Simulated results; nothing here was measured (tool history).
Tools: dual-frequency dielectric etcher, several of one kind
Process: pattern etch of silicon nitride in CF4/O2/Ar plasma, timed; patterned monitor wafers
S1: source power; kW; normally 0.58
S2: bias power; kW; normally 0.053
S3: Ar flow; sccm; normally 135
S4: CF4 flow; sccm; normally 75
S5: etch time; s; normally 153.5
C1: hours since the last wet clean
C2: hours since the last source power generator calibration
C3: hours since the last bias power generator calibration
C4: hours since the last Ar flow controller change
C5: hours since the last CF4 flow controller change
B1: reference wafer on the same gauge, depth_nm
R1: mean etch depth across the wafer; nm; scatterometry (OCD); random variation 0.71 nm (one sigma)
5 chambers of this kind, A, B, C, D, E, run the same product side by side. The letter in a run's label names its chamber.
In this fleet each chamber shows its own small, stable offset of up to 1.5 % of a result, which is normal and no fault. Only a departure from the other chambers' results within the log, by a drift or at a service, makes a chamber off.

run	hour	S1	S2	S3	S4	S5	C1	C2	C3	C4	C5	B1	R1
1D	3.8	0.58	0.053	135	75	153.5	275.9	498.7	847.8	4942.5	2808.8	289.94	314.46
2B	8.5	0.58	0.053	135	75	153.5	211.2	1441.5	167	2609.2	1429.4	289.95	317.65
3E	10.9	0.58	0.053	135	75	153.5	460.2	2966.6	35.3	1136.2	1073.3	290.16	313.88
4C	14.4	0.58	0.053	135	75	153.5	283.9	1474.2	2998.4	188.4	1401.7	289.97	317.08
5A	17	0.58	0.053	135	75	153.5	227.4	1301.2	1479.4	354.8	2762.5	290.17	313.82
6A	20.8	0.58	0.053	135	75	153.5	231.2	1305	1483.2	358.6	2766.3	290.17	314.1
7D	22.9	0.58	0.053	135	75	153.5	295	517.8	866.9	4961.6	2827.9	290.19	313.05
8C	26.3	0.58	0.053	135	75	153.5	295.8	1486.1	3010.3	200.3	1413.6	289.9	316.67
9B	29.5	0.58	0.062	135	75	153.5	232.2	1462.5	188	2630.2	1450.4	289.98	338.4
10E	33.9	0.58	0.062	135	75	153.5	483.2	2989.6	58.3	1159.2	1096.3	289.91	333.1
11C	38.8	0.58	0.062	135	75	153.5	308.3	1498.6	3022.8	212.8	1426.1	289.97	337.97
12D	43.5	0.58	0.062	135	75	153.5	315.6	538.4	887.5	4982.2	2848.5	289.98	336.38
13A	48.1	0.58	0.062	135	75	153.5	258.5	1332.3	1510.5	385.9	2793.6	289.86	334.52
14E	50.9	0.58	0.053	135	75	153.5	500.2	3006.6	75.3	1176.2	1113.3	290.11	312.06
# hour 52.1: chamber E: source power generator calibrated
15B	55.3	0.58	0.053	135	75	153.5	258	1488.3	213.8	2656	1476.2	290.05	317.89
16C	60.1	0.58	0.053	135	75	153.5	329.6	1519.9	3044.1	234.1	1447.4	289.98	316.43
17D	62.9	0.58	0.053	135	75	153.5	335	557.8	906.9	5001.6	2867.9	289.86	313.2
18B	67.5	0.58	0.053	135	75	153.5	270.2	1500.5	226	2668.2	1488.4	290.13	317.7
19E	69.9	0.58	0.053	135	75	153.5	519.2	17.8	94.3	1195.2	1132.3	289.81	303.79
20A	72.2	0.58	0.053	135	75	153.5	282.6	1356.4	1534.6	410	2817.7	290.01	312.79
21A	75.2	0.58	0.053	135	75	153.5	285.6	1359.4	1537.6	413	2820.7	290.01	313.12
22B	79.2	0.58	0.053	135	75	153.5	281.9	1512.2	237.7	2679.9	1500.1	289.93	316.32
23D	82.4	0.58	0.045	135	75	153.5	354.5	577.3	926.4	5021.1	2887.4	289.93	294.28
24E	85.2	0.58	0.045	135	75	153.5	534.5	33.1	109.6	1210.5	1147.6	289.97	285.52
25C	89.7	0.58	0.045	135	75	153.5	359.2	1549.5	3073.7	263.7	1477	289.88	297.96
26C	92.7	0.58	0.045	135	75	153.5	362.2	1552.5	3076.7	266.7	1480	289.8	296.71
27E	97	0.58	0.045	135	75	153.5	546.3	44.9	121.4	1222.3	1159.4	290.05	284.62
28A	99.2	0.64	0.053	135	75	153.5	309.6	1383.4	1561.6	437	2844.7	289.97	341.19
# hour 100.8: chamber E: wet clean of the chamber
# hour 101.9: chamber D: wet clean of the chamber
29D	102.5	0.64	0.053	135	75	153.5	0.7	597.4	946.5	5041.2	2907.5	290.05	340.3
30B	106.3	0.64	0.053	135	75	153.5	309	1539.3	264.8	2707	1527.2	289.95	347.06
31A	109.2	0.64	0.053	135	75	153.5	319.6	1393.4	1571.6	447	2854.7	290.06	342.37
32E	113	0.64	0.053	135	75	153.5	12.3	60.9	137.4	1238.3	1175.4	289.95	329
33B	115.6	0.58	0.053	135	75	153.5	318.3	1548.6	274.1	2716.3	1536.5	289.89	317.6
34C	119.4	0.58	0.053	135	75	153.5	388.9	1579.2	3103.4	293.4	1506.7	289.94	315.32
35D	123.9	0.58	0.053	135	75	153.5	22.1	618.8	967.9	5062.6	2928.9	289.99	312.72

Next, all 5 chambers run the settings below, one line each with question marks for the results. What does each chamber give?
36A	127.3	0.58	0.053	135	75	153.5							?
36B	127.3	0.58	0.053	135	75	153.5							?
36C	127.3	0.58	0.053	135	75	153.5							?
36D	127.3	0.58	0.053	135	75	153.5							?
36E	127.3	0.58	0.053	135	75	153.5							?

run	R1
36A	313.6
36B	317.4
36C	318.86
36D	313
36E	302.55
